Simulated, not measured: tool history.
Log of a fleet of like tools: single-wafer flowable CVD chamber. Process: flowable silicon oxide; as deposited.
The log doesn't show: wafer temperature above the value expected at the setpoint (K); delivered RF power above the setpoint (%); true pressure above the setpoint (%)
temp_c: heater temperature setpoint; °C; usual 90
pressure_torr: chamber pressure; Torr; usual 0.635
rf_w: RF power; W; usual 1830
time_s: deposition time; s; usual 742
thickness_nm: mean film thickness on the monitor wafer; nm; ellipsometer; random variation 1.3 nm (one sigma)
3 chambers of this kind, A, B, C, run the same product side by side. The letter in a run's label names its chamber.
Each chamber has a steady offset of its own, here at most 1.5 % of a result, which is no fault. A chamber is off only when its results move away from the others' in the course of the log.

run     day  temp_c  pressure_torr  rf_w  time_s  hours since the last thermocouple change  hours since the last RF generator calibration  hours since the last manometer calibration  read-back reference wafer on the same gauge, thickness_nm  thickness_nm
 1C   0.417      90          0.635  1830     742                                    1294.9                                         1127.3                                      1479.7                                                     398.97        449.88
 2B   0.812      90          0.635  1830     742                                    2228.9                                         1179.2                                        78.5                                                     398.79        458.35
 3A    1.25      90          0.635  1830     742                                     278.6                                         1642.5                                       219.9                                                     398.87        449.89
      1.588  -- chamber C: RF generator calibrated
 4B   1.808      90          0.635  1830     742                                    2252.8                                         1203.1                                       102.4                                                     398.96        457.04
 5C   2.446      90          0.635  1830     742                                    1343.6                                           20.6                                      1528.4                                                      399.2        450.38
 6A   2.883      90          0.635  1830     742                                     317.8                                         1681.7                                       259.1                                                     399.03        453.69
 7C   3.438      90          0.635  1830     742                                    1367.4                                           44.4                                      1552.2                                                     399.02        450.44
 8A    4.05      90          0.635  1830     742                                     345.8                                         1709.7                                       287.1                                                      398.9        449.99
 9B   4.675      90          0.635  1830     742                                    2321.6                                         1271.9                                       171.2                                                     399.08        459.04
10A   5.192      90           0.55  1830     742                                     373.2                                         1737.1                                       314.5                                                     398.82        368.55
11C   5.579      90           0.55  1830     742                                    1418.8                                           95.8                                      1603.6                                                     399.15        368.29
12B   5.883      90           0.55  1830     742                                    2350.6                                         1300.9                                       200.2                                                     399.17        369.77
      6.104  -- chamber A: RF generator calibrated
13C   6.567      90          0.635  1830     742                                    1442.5                                          119.5                                      1627.3                                                      398.9        446.11
14A   7.146      90          0.635  1830     742                                     420.1                                           25.1                                       361.4                                                     399.07        448.43
15B   7.629      90          0.635  1830     742                                    2392.5                                         1342.8                                       242.1                                                     399.05        457.84
16C   7.933      90          0.635  1830     742                                    1475.3                                          152.3                                      1660.1                                                     399.23        445.65
17A   8.571      90          0.635  1830     742                                     454.3                                           59.3                                       395.6                                                     398.92        451.43
18B    9.25      90          0.635  1830     742                                    2431.4                                         1381.7                                         281                                                     399.33        460.32
19C   9.583      90          0.635  1830     742                                    1514.9                                          191.9                                      1699.7                                                     399.18        444.06
20A   9.954      90          0.635  1830     742                                     487.5                                           92.5                                       428.8                                                     398.84        452.56
21B  10.546      90          0.729  1830     865                                    2462.5                                         1412.8                                       312.1                                                     399.02         648.4
22B  10.933      90          0.729  1830     865                                    2471.8                                         1422.1                                       321.4                                                     399.18        652.09
23A  11.462      90          0.729  1830     865                                     523.7                                          128.7                                         465                                                     398.75        631.49
24C  12.075      90          0.635  1830     742                                    1574.7                                          251.7                                      1759.5                                                     398.82        443.35
25C  12.542      78          0.635  1830     675                                    1585.9                                          262.9                                      1770.7                                                     399.26        576.17
26A   12.95      78          0.635  1830     675                                     559.4                                          164.4                                       500.7                                                     398.98        581.79
27B  13.279      78          0.635  1830     675                                    2528.1                                         1478.4                                       377.7                                                     398.54        590.08
28C  13.742      90          0.635  1830     742                                    1614.7                                          291.7                                      1799.5                                                     398.96        439.37
29A  14.321      90          0.635  1830     742                                     592.3                                          197.3                                       533.6                                                     398.84        452.83
30B  14.908      90          0.635  1830     742                                    2567.2                                         1517.5                                       416.8                                                     399.12        460.97
31B  15.446      90          0.635  1830     742                                    2580.1                                         1530.4                                       429.7                                                     399.24        457.91
32A  15.746      90          0.635  1830     742                                     626.5                                          231.5                                       567.8                                                     399.01        451.68
33C  16.362      90          0.635  1830     742                                    1677.6                                          354.6                                      1862.4                                                     398.98        438.96
34A  17.029      90          0.635  1830     742                                     657.3                                          262.3                                       598.6                                                     399.22        451.91
35B  17.704      90          0.635  1830     742                                    2634.3                                         1584.6                                       483.9                                                     399.28        458.96
36C   18.05      90          0.635  1830     742                                    1718.1                                          395.1                                      1902.9                                                     399.12        435.88
37A  18.412      90          0.635  1830     742                                     690.5                                          295.5                                       631.8                                                     399.19        451.72
38C  18.742      90          0.635  1830     742                                    1734.7                                          411.7                                      1919.5                                                     398.93        435.16
39B  19.171      90          0.483  1830     742                                    2669.5                                         1619.8                                       519.1                                                     399.05        307.15
     19.242  -- chamber B: RF generator calibrated
40A  19.538      90          0.483  1830     742                                     717.5                                          322.5                                       658.8                                                     399.27        306.41
     19.592  -- chamber B: thermocouple changed; heater temperature recalibrated
41B  19.917      90          0.483  1830     742                                       7.8                                           16.2                                         537                                                     398.74        306.02
42C  20.292      90          0.635  1830     742                                    1771.9                                          448.9                                      1956.7                                                     399.51        432.45
43A  20.854      90          0.577  1830     742                                     749.1                                          354.1                                       690.4                                                     399.08        394.55

Is one chamber off against the others, does the gauge drift, or is nothing wrong? If a chamber is off, say which, and what the likeliest cause is.

Chamber C drifts away from the others.
Cause: wafer temperature above the value expected at the setpoint (K) = 1.16.
The log may not tell that from: true pressure below the setpoint (%).

Here are 4 candidates for chamber C's next run, each the usual settings with a change, their results left as question marks. Which one brings its results back in line with what the others give on the usual settings?
In line means no further than this from the other chambers' mean on the usual settings: thickness_nm 4.6 nm
44C-1  21.346      90          0.635  1820     729                                                                                                                                                                                                             ?
44C-2  21.346      89           0.64  1830     745                                                                                                                                                                                                             ?
44C-3  21.346      90          0.641  1830     746                                                                                                                                                                                                             ?
44C-4  21.346      90          0.635  1830     707                                                                                                                                                                                                             ?

The other chambers' mean on the usual settings: thickness_nm 453.86 nm
  run  thickness_nm
44C-1        424.92
44C-2        454.79
44C-3         440.9
44C-4         412.6
44C-2 brings the chamber back in line.

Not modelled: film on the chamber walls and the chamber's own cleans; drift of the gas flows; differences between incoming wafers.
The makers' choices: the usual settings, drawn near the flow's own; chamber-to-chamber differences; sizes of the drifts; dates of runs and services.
